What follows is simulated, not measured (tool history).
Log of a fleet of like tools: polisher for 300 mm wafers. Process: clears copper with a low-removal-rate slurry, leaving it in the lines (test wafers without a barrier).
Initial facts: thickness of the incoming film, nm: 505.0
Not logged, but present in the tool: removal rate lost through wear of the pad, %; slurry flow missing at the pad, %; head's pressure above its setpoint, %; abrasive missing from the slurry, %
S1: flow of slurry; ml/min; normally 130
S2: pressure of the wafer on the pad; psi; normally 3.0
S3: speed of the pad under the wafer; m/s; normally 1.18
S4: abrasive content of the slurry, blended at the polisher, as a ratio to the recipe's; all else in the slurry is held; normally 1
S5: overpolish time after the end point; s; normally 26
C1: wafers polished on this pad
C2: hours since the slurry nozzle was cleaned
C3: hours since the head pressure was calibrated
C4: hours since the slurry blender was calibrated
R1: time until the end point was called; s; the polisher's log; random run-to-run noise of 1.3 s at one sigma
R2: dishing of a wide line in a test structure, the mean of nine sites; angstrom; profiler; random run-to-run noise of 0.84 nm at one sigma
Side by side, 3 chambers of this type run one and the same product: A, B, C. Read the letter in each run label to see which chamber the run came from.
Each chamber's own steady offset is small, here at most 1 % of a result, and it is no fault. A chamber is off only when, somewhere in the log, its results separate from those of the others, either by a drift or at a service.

At hour 5.6: chamber A: slurry blender recalibrated.
Run 1B, hour 7.6: usual settings; C1 332; C2 804.7; C3 859.1; C4 11.2. Result: R1 128.78 s, R2 510.12 angstrom.
Run 2C, hour 17.5: usual settings; C1 790; C2 456.5; C3 22.2; C4 80.7. Result: R1 133.27 s, R2 518.26 angstrom.
Run 3A, hour 22.6: usual settings; C1 1077; C2 728.6; C3 1026.3; C4 17.1. Result: R1 130.64 s, R2 522.70 angstrom.
Run 4B, hour 27.4: usual settings; C1 455; C2 824.5; C3 878.9; C4 31.0. Result: R1 129.92 s, R2 525.24 angstrom.
Run 5C, hour 35.5: usual settings; C1 902; C2 474.5; C3 40.2; C4 98.7. Result: R1 130.70 s, R2 533.06 angstrom.
Run 6A, hour 41.5: usual settings; C1 1195; C2 747.5; C3 1045.2; C4 36.0. Result: R1 130.46 s, R2 527.68 angstrom.
Run 7C, hour 47.1: usual settings but S2 2.4 psi; C1 974; C2 486.1; C3 51.8; C4 110.3. Result: R1 162.84 s, R2 443.37 angstrom.
Run 8A, hour 53.6: usual settings but S2 2.4 psi; C1 1270; C2 759.6; C3 1057.3; C4 48.1. Result: R1 159.29 s, R2 449.90 angstrom.
Run 9B, hour 62.3: usual settings but S2 2.4 psi; C1 672; C2 859.4; C3 913.8; C4 65.9. Result: R1 162.85 s, R2 428.46 angstrom.
Run 10B, hour 69.4: usual settings; C1 716; C2 866.5; C3 920.9; C4 73.0. Result: R1 128.64 s, R2 523.36 angstrom.
At hour 71.1: chamber A: worn pad replaced by a new one.
Run 11A, hour 79.0: usual settings; C1 49; C2 785.0; C3 1082.7; C4 73.5. Result: R1 128.93 s, R2 512.09 angstrom.
At hour 80.2: chamber B: worn pad replaced by a new one.
Run 12C, hour 87.4: usual settings; C1 1225; C2 526.4; C3 92.1; C4 150.6. Result: R1 131.75 s, R2 525.98 angstrom.
At hour 95.7: chamber C: worn pad replaced by a new one.
Run 13A, hour 95.9: usual settings; C1 154; C2 801.9; C3 1099.6; C4 90.4. Result: R1 130.33 s, R2 520.58 angstrom.
Run 14B, hour 104.2: usual settings; C1 149; C2 901.3; C3 955.7; C4 107.8. Result: R1 129.49 s, R2 511.19 angstrom.
Run 15C, hour 113.7: usual settings; C1 111; C2 552.7; C3 118.4; C4 176.9. Result: R1 129.09 s, R2 511.16 angstrom.
At hour 116.3: chamber B: slurry nozzle cleaned.
Run 16A, hour 121.8: usual settings; C1 315; C2 827.8; C3 1125.5; C4 116.3. Result: R1 131.12 s, R2 520.24 angstrom.
Run 17B, hour 129.6: usual settings; C1 307; C2 13.4; C3 981.1; C4 133.2. Result: R1 131.64 s, R2 530.50 angstrom.
Run 18C, hour 136.4: usual settings; C1 253; C2 575.4; C3 141.1; C4 199.6. Result: R1 131.89 s, R2 530.93 angstrom.
Run 19B, hour 142.3: usual settings; C1 386; C2 26.1; C3 993.8; C4 145.9. Result: R1 129.65 s, R2 514.42 angstrom.
Run 20A, hour 149.8: usual settings; C1 489; C2 855.8; C3 1153.5; C4 144.3. Result: R1 131.90 s, R2 526.61 angstrom.
At hour 152.0: chamber A: slurry nozzle cleaned.
Run 21C, hour 157.3: usual settings; C1 383; C2 596.3; C3 162.0; C4 220.5. Result: R1 131.45 s, R2 504.87 angstrom.
Run 22B, hour 165.5: usual settings; C1 530; C2 49.3; C3 1017.0; C4 169.1. Result: R1 128.98 s, R2 513.36 angstrom.
Run 23A, hour 171.6: usual settings; C1 625; C2 19.7; C3 1175.3; C4 166.1. Result: R1 129.11 s, R2 511.84 angstrom.
Run 24C, hour 178.2: usual settings; C1 513; C2 617.2; C3 182.9; C4 241.4. Result: R1 131.74 s, R2 511.35 angstrom.
Run 25A, hour 182.5: usual settings; C1 693; C2 30.6; C3 1186.2; C4 177.0. Result: R1 131.10 s, R2 510.33 angstrom.
Run 26B, hour 189.5: usual settings; C1 679; C2 73.3; C3 1041.0; C4 193.1. Result: R1 128.91 s, R2 523.44 angstrom.

Has any chamber moved away from the others, gradually or after a service, or does the common gauge drift, or do the chambers differ only by their own small steady offsets? State the chamber and the most likely cause if one applies.

No chamber is off and the gauge is stable; the differences are just each chamber's small, constant offset.
